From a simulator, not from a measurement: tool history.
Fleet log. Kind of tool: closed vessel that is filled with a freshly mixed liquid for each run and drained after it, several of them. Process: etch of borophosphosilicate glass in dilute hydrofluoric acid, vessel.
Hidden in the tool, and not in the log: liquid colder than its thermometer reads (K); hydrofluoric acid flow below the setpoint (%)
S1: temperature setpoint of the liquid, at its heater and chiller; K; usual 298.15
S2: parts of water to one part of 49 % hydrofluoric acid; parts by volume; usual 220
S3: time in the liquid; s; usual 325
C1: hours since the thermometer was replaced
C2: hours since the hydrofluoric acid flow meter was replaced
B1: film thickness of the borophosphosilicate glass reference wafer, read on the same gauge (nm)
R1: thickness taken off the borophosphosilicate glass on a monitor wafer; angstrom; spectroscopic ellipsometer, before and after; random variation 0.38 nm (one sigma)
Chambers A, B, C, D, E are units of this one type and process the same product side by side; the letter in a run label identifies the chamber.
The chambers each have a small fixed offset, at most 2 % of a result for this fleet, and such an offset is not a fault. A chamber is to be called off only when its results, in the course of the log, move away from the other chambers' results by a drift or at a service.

run   hour      S1   S2   S3      C1      C2      B1      R1
 1C    9.7  298.15  220  325   661.6  1059.8  150.01  548.82
 2D   19.9  298.15  220  325  1162.4  1098.7  150.03  543.65
 3B   29.1  298.15  220  325   135.1   985.1  149.99  556.45
 4A   39.1  298.15  220  325   936.1  1489.4  149.97  555.51
 5E   48.1  298.15  220  325   860.4   690.5  150.02  545.48
 6D   57.3  298.15  220  325  1199.8  1136.1     150  545.47
 7B   68.8  298.15  220  325   174.8  1024.8  150.03  550.14
      78.2  -- chamber A: hydrofluoric acid flow meter replaced
 8C   79.1  298.15  220  325     731  1129.2  150.02  547.07
 9A   88.6  298.15  220  325   985.6    10.4  149.98  551.98
      90.9  -- chamber D: hydrofluoric acid flow meter replaced
10E  100.2  298.15  220  325   912.5   742.6  150.02  553.79
11B  109.9  298.15  220  325   215.9  1065.9  150.01  554.03
12D  121.4  298.15  220  325  1263.9    30.5     150   548.2
13A    135  298.15  220  325    1032    56.8  149.98  552.56
14E    146  298.15  220  325   958.3   788.4  150.01  547.85
15C  157.3  298.15  220  325   809.2  1207.4     150  539.09
16D  166.9  298.15  220  325  1309.4      76     150  544.76
17A  176.6  298.15  220  325  1073.6    98.4  150.02  549.48
18B  186.3  298.15  220  325   292.3  1142.3  149.98  549.45
19E  195.9  298.15  150  325  1008.2   838.3     150  866.59
20C  203.5  298.15  150  325   855.4  1253.6  149.99  845.27
21A  211.9  298.15  150  325  1108.9   133.7  150.01  875.71
22C  218.4  298.15  150  325   870.3  1268.5  150.02  853.62
23E  230.3  298.15  150  325  1042.6   872.7  150.03  863.88
24D  238.9  298.15  220  325  1381.4     148  150.01  542.33
25B  250.2  298.15  220  325   356.2  1206.2  149.98  552.97
26A  263.4  298.15  220  325  1160.4   185.2  149.99  554.12
27D  275.2  298.15  220  325  1417.7   184.3  150.01  539.38
28B  282.9  298.15  220  325   388.9  1238.9  149.98  556.07
29E  290.8  298.15  220  325  1103.1   933.2  150.01  543.18
30C  304.1  298.15  220  325     956  1354.2  149.98  534.47
31B  315.6  298.15  220  325   421.6  1271.6  149.97  555.36
     316.9  -- chamber C: hydrofluoric acid flow meter replaced
32C  328.6  298.15  220  325   980.5    11.7  149.97  524.49
33A  336.1  298.15  220  325  1233.1   257.9  149.98  546.03
34E  345.2  298.15  220  325  1157.5   987.6  150.02  546.58
35D  356.7  298.15  220  325  1499.2   265.8  149.99  544.39
36C  369.8  298.15  220  325  1021.7    52.9     150  515.76
37B  377.4  298.15  220  325   483.4  1333.4  150.04   545.9
38D  383.8  298.15  220  325  1526.3   292.9     150  544.78
39E  390.8  298.15  220  325  1203.1  1033.2  150.02   543.5
40A  398.1  298.15  220  325  1295.1   319.9     150  553.45

Next, every chamber runs the same settings. What will each give?
41A   408  300.15  220  325               ?
41B   408  300.15  220  325               ?
41C   408  300.15  220  325               ?
41D   408  300.15  220  325               ?
41E   408  300.15  220  325               ?

run      R1
41A  588.63
41B  597.54
41C  568.65
41D  580.39
41E  577.11
